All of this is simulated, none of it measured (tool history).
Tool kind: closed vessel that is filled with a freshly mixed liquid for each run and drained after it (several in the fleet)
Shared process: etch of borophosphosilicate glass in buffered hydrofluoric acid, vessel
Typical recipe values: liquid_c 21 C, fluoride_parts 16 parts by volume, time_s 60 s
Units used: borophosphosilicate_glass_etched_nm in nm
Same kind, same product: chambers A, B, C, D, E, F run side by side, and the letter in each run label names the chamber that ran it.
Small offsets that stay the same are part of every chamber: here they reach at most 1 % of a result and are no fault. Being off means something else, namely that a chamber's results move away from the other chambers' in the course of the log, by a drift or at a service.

| run | hour | liquid_c | fluoride_parts | time_s | hours since the thermometer was replaced | hours since the hydrofluoric acid flow meter was replaced | read-back film thickness of the borophosphosilicate glass reference wafer, read on the same gauge (nm) | borophosphosilicate_glass_etched_nm |
|---|---|---|---|---|---|---|---|---|
| 1C | 4.6 | 21 | 16 | 60 | 287.0 | 447.1 | 60.014 | 47.915 |
| 2A | 10.5 | 21 | 16 | 60 | 302.0 | 365.7 | 60.018 | 48.421 |
| 3E | 16.3 | 21 | 16 | 60 | 1375.4 | 349.4 | 59.971 | 48.396 |
| 4B | 21.7 | 21 | 16 | 60 | 592.1 | 317.1 | 59.989 | 47.783 |
| 5D | 24.4 | 21 | 16 | 60 | 262.5 | 712.5 | 59.975 | 47.933 |
| 6F | 27.1 | 21 | 16 | 60 | 406.6 | 1416.1 | 60.001 | 47.613 |
| 7F | 30.3 | 21 | 16 | 60 | 409.8 | 1419.3 | 59.987 | 47.990 |
| 8A | 33.2 | 21 | 16 | 60 | 324.7 | 388.4 | 59.968 | 48.229 |
| 9D | 36.3 | 21 | 16 | 60 | 274.4 | 724.4 | 59.996 | 48.455 |
| 10C | 39.2 | 21 | 16 | 60 | 321.6 | 481.7 | 60.004 | 48.112 |
| 11E | 43.4 | 21 | 16 | 60 | 1402.5 | 376.5 | 60.011 | 48.160 |
| 12B | 47.5 | 21 | 16 | 60 | 617.9 | 342.9 | 59.997 | 47.655 |
| 13D | 53.1 | 21 | 16 | 60 | 291.2 | 741.2 | 60.016 | 47.973 |
| 14B | 57.7 | 19 | 16 | 60 | 628.1 | 353.1 | 59.998 | 42.424 |
| 15C | 63.5 | 19 | 16 | 60 | 345.9 | 506.0 | 59.996 | 43.070 |
| 16E | 66.3 | 19 | 16 | 60 | 1425.4 | 399.4 | 60.014 | 43.231 |
| 17F | 70.8 | 19 | 16 | 60 | 450.3 | 1459.8 | 60.032 | 42.647 |
| 18A | 76.4 | 19 | 16 | 60 | 367.9 | 431.6 | 60.000 | 43.371 |
| 19D | 80.8 | 19 | 16 | 60 | 318.9 | 768.9 | 59.966 | 42.754 |
| 20B | 85.7 | 19 | 16 | 60 | 656.1 | 381.1 | 60.006 | 42.643 |
| 21A | 89.3 | 19 | 16 | 60 | 380.8 | 444.5 | 59.991 | 43.009 |
| 22C | 92.6 | 19 | 16 | 60 | 375.0 | 535.1 | 59.987 | 42.870 |
| 23E | 97.0 | 19 | 16 | 60 | 1456.1 | 430.1 | 60.014 | 43.304 |
| 24F | 102.9 | 19 | 16 | 60 | 482.4 | 1491.9 | 60.007 | 42.785 |
| 25C | 107.6 | 19 | 16 | 60 | 390.0 | 550.1 | 59.993 | 43.054 |
| 26F | 111.3 | 21 | 11 | 40 | 490.8 | 1500.3 | 59.991 | 46.347 |
|  | 113.1 | chamber C: hydrofluoric acid flow meter replaced |
|  | 114.5 | chamber E: thermometer replaced |
| 27E | 114.8 | 21 | 11 | 40 | 0.3 | 447.9 | 59.989 | 46.834 |
| 28D | 118.3 | 21 | 11 | 40 | 356.4 | 806.4 | 59.994 | 45.702 |
| 29A | 122.2 | 21 | 11 | 40 | 413.7 | 477.4 | 60.016 | 46.755 |
| 30B | 126.0 | 21 | 11 | 40 | 696.4 | 421.4 | 60.013 | 45.911 |
| 31F | 128.9 | 21 | 11 | 40 | 508.4 | 1517.9 | 60.018 | 46.594 |
| 32C | 133.9 | 21 | 16 | 40 | 416.3 | 20.9 | 60.022 | 32.111 |
| 33D | 139.7 | 21 | 16 | 40 | 377.8 | 827.8 | 59.979 | 31.234 |
| 34E | 144.3 | 21 | 16 | 40 | 29.8 | 477.4 | 60.004 | 32.339 |
| 35B | 150.0 | 21 | 16 | 40 | 720.4 | 445.4 | 60.019 | 31.570 |
| 36A | 155.7 | 21 | 16 | 40 | 447.2 | 510.9 | 59.996 | 32.180 |
| 37E | 159.0 | 21 | 16 | 40 | 44.5 | 492.1 | 60.000 | 32.137 |
| 38C | 162.0 | 21 | 16 | 60 | 444.4 | 49.0 | 60.017 | 47.983 |

Is one chamber out of step, is the gauge drifting, or do the chambers differ by no more than their own small offsets? For an off chamber, give its letter and the likeliest cause.

It is chamber D that slowly wanders off from its peers.
Likeliest cause: hydrofluoric acid flow below the setpoint (%) = 3.72.
The log may not tell that from: liquid colder than its thermometer reads (K).

Below are 4 candidate recipes for chamber D's next run, each the usual settings with a change, their results shown as question marks. Which of them brings D's results back in line with what the other chambers give on the usual settings?
A result is in line if it is within this distance of the other chambers' mean on the usual settings: borophosphosilicate_glass_etched_nm 0.530 nm
| 39D-1 | 166.3 | 20 | 16.0 | 60 |  |  |  | ? |
| 39D-2 | 166.3 | 22 | 16.0 | 60 |  |  |  | ? |
| 39D-3 | 166.3 | 21 | 15.5 | 60 |  |  |  | ? |
| 39D-4 | 166.3 | 21 | 16.5 | 60 |  |  |  | ? |

What the other chambers average on the usual settings: borophosphosilicate_glass_etched_nm 47.964 nm
| run | borophosphosilicate_glass_etched_nm |
|---|---|
| 39D-1 | 43.801 |
| 39D-2 | 48.905 |
| 39D-3 | 47.790 |
| 39D-4 | 44.882 |
39D-3 puts the chamber back in line with the other chambers.
